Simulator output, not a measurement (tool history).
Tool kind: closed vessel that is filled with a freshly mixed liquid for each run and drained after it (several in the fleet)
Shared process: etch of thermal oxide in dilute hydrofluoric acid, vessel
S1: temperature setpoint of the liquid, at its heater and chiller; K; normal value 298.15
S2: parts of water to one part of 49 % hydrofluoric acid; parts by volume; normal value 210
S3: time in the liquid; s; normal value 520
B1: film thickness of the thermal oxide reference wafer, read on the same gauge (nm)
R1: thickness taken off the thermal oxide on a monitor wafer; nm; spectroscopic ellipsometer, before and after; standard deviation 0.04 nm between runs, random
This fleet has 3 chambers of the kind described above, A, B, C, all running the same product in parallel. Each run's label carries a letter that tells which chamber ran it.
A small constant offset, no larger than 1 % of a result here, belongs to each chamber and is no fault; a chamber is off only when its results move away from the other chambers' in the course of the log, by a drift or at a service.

Run 1C, hour 7.4: usual settings; B1 30.027. Result: R1 10.2650 nm.
Run 2A, hour 13.6: usual settings; B1 29.994. Result: R1 10.3310 nm.
Run 3B, hour 20.9: usual settings; B1 29.996. Result: R1 10.2270 nm.
Run 4B, hour 30.8: usual settings; B1 29.968. Result: R1 10.2180 nm.
Run 5C, hour 37.7: usual settings; B1 29.986. Result: R1 10.2340 nm.
Run 6A, hour 47.9: usual settings; B1 29.957. Result: R1 10.2410 nm.
Run 7B, hour 55.9: usual settings; B1 29.933. Result: R1 10.2360 nm.
Run 8A, hour 66.9: usual settings; B1 30.043. Result: R1 10.3440 nm.
Run 9C, hour 78.9: usual settings; B1 30.025. Result: R1 10.2060 nm.
Run 10A, hour 87.7: usual settings; B1 30.018. Result: R1 10.3630 nm.
Run 11C, hour 100.4: usual settings but S1 295.65 K, S2 310 parts by volume; B1 30.050. Result: R1 5.6551 nm.
Run 12B, hour 106.8: usual settings but S1 295.65 K, S2 310 parts by volume; B1 29.953. Result: R1 5.7435 nm.
Run 13C, hour 116.7: usual settings but S1 295.65 K, S2 310 parts by volume; B1 29.973. Result: R1 5.6716 nm.
Run 14A, hour 126.7: usual settings; B1 29.991. Result: R1 10.3380 nm.
Run 15B, hour 133.8: usual settings; B1 29.991. Result: R1 10.1810 nm.
Run 16B, hour 142.2: usual settings; B1 29.976. Result: R1 10.1960 nm.
Run 17C, hour 152.8: usual settings; B1 30.053. Result: R1 10.0220 nm.
Run 18A, hour 161.7: usual settings; B1 30.026. Result: R1 10.2800 nm.
Run 19C, hour 168.5: usual settings; B1 30.010. Result: R1 10.0140 nm.
Run 20B, hour 178.7: usual settings; B1 30.002. Result: R1 10.2500 nm.
Run 21A, hour 185.0: usual settings; B1 30.032. Result: R1 10.3200 nm.
Run 22C, hour 196.4: usual settings; B1 30.055. Result: R1 9.9335 nm.
Run 23A, hour 202.5: usual settings; B1 29.981. Result: R1 10.3690 nm.
Run 24B, hour 209.7: usual settings but S2 260 parts by volume; B1 30.021. Result: R1 7.8069 nm.
Run 25B, hour 220.2: usual settings but S2 260 parts by volume; B1 29.971. Result: R1 7.8704 nm.
Run 26A, hour 230.7: usual settings but S2 260 parts by volume; B1 29.992. Result: R1 7.9260 nm.
Run 27C, hour 238.7: usual settings; B1 29.985. Result: R1 9.8277 nm.
Run 28C, hour 250.7: usual settings; B1 29.978. Result: R1 9.7609 nm.

Predict what each chamber gives when all 3 of them run the settings below next.
Run 29A, hour 260.2: usual settings but S2 170 parts by volume. Result: R1 ?.
Run 29B, hour 260.2: usual settings but S2 170 parts by volume. Result: R1 ?.
Run 29C, hour 260.2: usual settings but S2 170 parts by volume. Result: R1 ?.

run       R1
29A  13.4090
29B  13.1650
29C  12.5520

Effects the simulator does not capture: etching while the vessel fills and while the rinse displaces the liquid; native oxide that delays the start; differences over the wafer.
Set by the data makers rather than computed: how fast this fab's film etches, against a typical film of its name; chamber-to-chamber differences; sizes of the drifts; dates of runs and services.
